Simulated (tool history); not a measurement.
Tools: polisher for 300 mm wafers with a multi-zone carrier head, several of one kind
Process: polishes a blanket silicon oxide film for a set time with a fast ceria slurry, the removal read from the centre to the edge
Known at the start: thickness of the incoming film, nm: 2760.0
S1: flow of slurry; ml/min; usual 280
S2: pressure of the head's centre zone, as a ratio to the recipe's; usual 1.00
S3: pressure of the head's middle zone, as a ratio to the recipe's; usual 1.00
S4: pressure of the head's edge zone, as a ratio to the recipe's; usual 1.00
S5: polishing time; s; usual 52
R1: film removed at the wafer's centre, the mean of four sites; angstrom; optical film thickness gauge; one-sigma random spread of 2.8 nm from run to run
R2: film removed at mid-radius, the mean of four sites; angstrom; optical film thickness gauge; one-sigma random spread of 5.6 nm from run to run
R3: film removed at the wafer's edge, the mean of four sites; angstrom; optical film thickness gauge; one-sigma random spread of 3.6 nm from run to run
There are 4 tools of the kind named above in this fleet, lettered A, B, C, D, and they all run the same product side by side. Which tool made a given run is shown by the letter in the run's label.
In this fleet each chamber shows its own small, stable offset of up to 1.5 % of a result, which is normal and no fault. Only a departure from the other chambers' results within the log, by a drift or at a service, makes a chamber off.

| run | day | S1 | S2 | S3 | S4 | S5 | R1 | R2 | R3 |
|---|---|---|---|---|---|---|---|---|---|
| 1A | 0.438 | 280 | 1.00 | 1.00 | 1.00 | 52 | 4564.9 | 4450.6 | 4546.0 |
| 2C | 0.812 | 280 | 1.00 | 1.00 | 1.00 | 52 | 4535.2 | 4502.8 | 4494.9 |
|  | 1.250 | chamber C: worn pad replaced by a new one |
| 3D | 1.279 | 280 | 1.00 | 1.00 | 1.00 | 52 | 4547.6 | 4483.0 | 4457.6 |
| 4B | 1.525 | 280 | 1.00 | 1.00 | 1.00 | 52 | 4496.6 | 4482.4 | 4504.5 |
|  | 1.579 | chamber A: worn pad replaced by a new one |
|  | 1.721 | chamber B: worn pad replaced by a new one |
|  | 1.746 | chamber A: centre zone pressure recalibrated |
| 5A | 1.850 | 280 | 1.00 | 1.00 | 1.00 | 52 | 4516.0 | 4436.1 | 4513.6 |
| 6B | 2.346 | 280 | 1.00 | 1.00 | 1.12 | 40 | 3474.7 | 3462.3 | 3697.4 |
|  | 2.529 | chamber D: worn pad replaced by a new one |
| 7C | 2.700 | 280 | 1.00 | 1.00 | 1.12 | 40 | 3463.0 | 3471.1 | 3718.7 |
| 8D | 2.946 | 280 | 1.00 | 1.00 | 1.12 | 40 | 3499.3 | 3509.4 | 3655.4 |
|  | 3.358 | chamber B: slurry nozzle cleaned |
| 9C | 3.412 | 280 | 1.00 | 1.00 | 1.12 | 40 | 3487.3 | 3468.3 | 3702.8 |
| 10D | 3.867 | 280 | 1.00 | 1.00 | 1.00 | 52 | 4560.6 | 4561.3 | 4507.7 |
| 11B | 4.246 | 280 | 1.00 | 1.00 | 1.00 | 52 | 4426.7 | 4428.4 | 4488.9 |
|  | 4.625 | chamber A: worn pad replaced by a new one |
| 12A | 4.729 | 280 | 1.00 | 1.00 | 1.00 | 52 | 4549.6 | 4418.3 | 4459.9 |
| 13A | 5.096 | 280 | 1.00 | 1.00 | 1.00 | 52 | 4533.5 | 4488.6 | 4537.7 |
| 14C | 5.517 | 280 | 1.00 | 1.00 | 1.00 | 52 | 4527.7 | 4479.0 | 4616.4 |
|  | 5.646 | chamber B: worn pad replaced by a new one |
|  | 5.842 | chamber D: worn pad replaced by a new one |
| 15D | 6.029 | 280 | 1.00 | 1.00 | 1.00 | 52 | 4517.3 | 4503.7 | 4552.4 |
| 16B | 6.321 | 350 | 0.89 | 1.00 | 1.00 | 52 | 3987.1 | 4754.7 | 4605.3 |
|  | 6.612 | chamber C: worn pad replaced by a new one |
| 17A | 6.808 | 350 | 0.89 | 1.00 | 1.00 | 52 | 4140.8 | 4665.7 | 4614.2 |
| 18B | 7.171 | 350 | 0.89 | 1.00 | 1.00 | 52 | 4002.5 | 4624.6 | 4597.0 |
|  | 7.258 | chamber A: worn pad replaced by a new one |
| 19C | 7.567 | 350 | 0.89 | 1.00 | 1.00 | 52 | 4011.2 | 4736.3 | 4622.9 |
| 20D | 7.875 | 280 | 1.00 | 1.00 | 1.00 | 52 | 4481.6 | 4498.6 | 4561.3 |
| 21C | 8.217 | 280 | 1.00 | 1.00 | 1.00 | 52 | 4385.1 | 4542.1 | 4513.3 |
| 22B | 8.608 | 280 | 1.00 | 1.00 | 1.00 | 52 | 4451.2 | 4425.2 | 4501.0 |
|  | 8.900 | chamber D: worn pad replaced by a new one |
| 23A | 8.938 | 280 | 1.00 | 1.00 | 0.95 | 52 | 4550.8 | 4537.4 | 4341.5 |
| 24D | 9.167 | 280 | 1.00 | 1.00 | 0.95 | 52 | 4545.5 | 4471.2 | 4377.0 |
|  | 9.342 | chamber B: worn pad replaced by a new one |
| 25B | 9.404 | 280 | 1.00 | 1.00 | 0.95 | 52 | 4466.7 | 4509.8 | 4425.8 |
|  | 9.675 | chamber A: worn pad replaced by a new one |
| 26C | 9.804 | 280 | 1.00 | 1.00 | 0.95 | 52 | 4390.2 | 4526.5 | 4482.8 |
| 27D | 10.242 | 280 | 1.00 | 1.00 | 1.00 | 52 | 4505.9 | 4506.9 | 4472.6 |
| 28A | 10.579 | 240 | 1.00 | 1.00 | 1.00 | 52 | 4498.8 | 4344.3 | 4481.6 |
| 29C | 11.075 | 240 | 1.00 | 1.00 | 1.00 | 52 | 4247.8 | 4480.0 | 4500.4 |
| 30B | 11.342 | 240 | 1.00 | 1.00 | 1.00 | 52 | 4353.0 | 4378.8 | 4505.3 |
|  | 11.425 | chamber A: edge zone pressure recalibrated |
| 31D | 11.733 | 240 | 1.00 | 1.00 | 1.00 | 52 | 4435.0 | 4500.5 | 4545.4 |
| 32A | 11.996 | 280 | 1.05 | 0.94 | 1.00 | 52 | 4785.2 | 4194.2 | 4551.1 |
|  | 12.296 | chamber C: worn pad replaced by a new one |
| 33D | 12.429 | 280 | 1.05 | 0.94 | 1.00 | 52 | 4725.6 | 4216.7 | 4471.7 |
|  | 12.658 | chamber D: worn pad replaced by a new one |
| 34C | 12.708 | 280 | 1.05 | 0.94 | 1.00 | 52 | 4538.1 | 4247.1 | 4559.5 |
|  | 12.788 | chamber B: slurry nozzle cleaned |
|  | 12.812 | chamber A: worn pad replaced by a new one |
| 35A | 13.138 | 280 | 1.05 | 0.94 | 1.00 | 52 | 4860.5 | 4335.0 | 4526.1 |
| 36B | 13.408 | 280 | 1.00 | 1.11 | 1.00 | 52 | 4449.8 | 4923.0 | 4487.1 |
| 37D | 13.696 | 280 | 1.00 | 1.11 | 1.00 | 52 | 4527.0 | 4950.8 | 4542.0 |
| 38A | 14.050 | 280 | 1.00 | 1.11 | 1.00 | 52 | 4568.2 | 4976.4 | 4475.5 |

Predict what each chamber gives when all 4 of them run the settings below next.
| 39A | 14.421 | 280 | 1.00 | 1.00 | 1.04 | 52 | ? | ? | ? |
| 39B | 14.421 | 280 | 1.00 | 1.00 | 1.04 | 52 | ? | ? | ? |
| 39C | 14.421 | 280 | 1.00 | 1.00 | 1.04 | 52 | ? | ? | ? |
| 39D | 14.421 | 280 | 1.00 | 1.00 | 1.04 | 52 | ? | ? | ? |

| run | R1 | R2 | R3 |
|---|---|---|---|
| 39A | 4586.0 | 4502.2 | 4534.3 |
| 39B | 4497.8 | 4611.2 | 4530.8 |
| 39C | 4364.9 | 4569.1 | 4613.8 |
| 39D | 4530.4 | 4509.8 | 4627.4 |
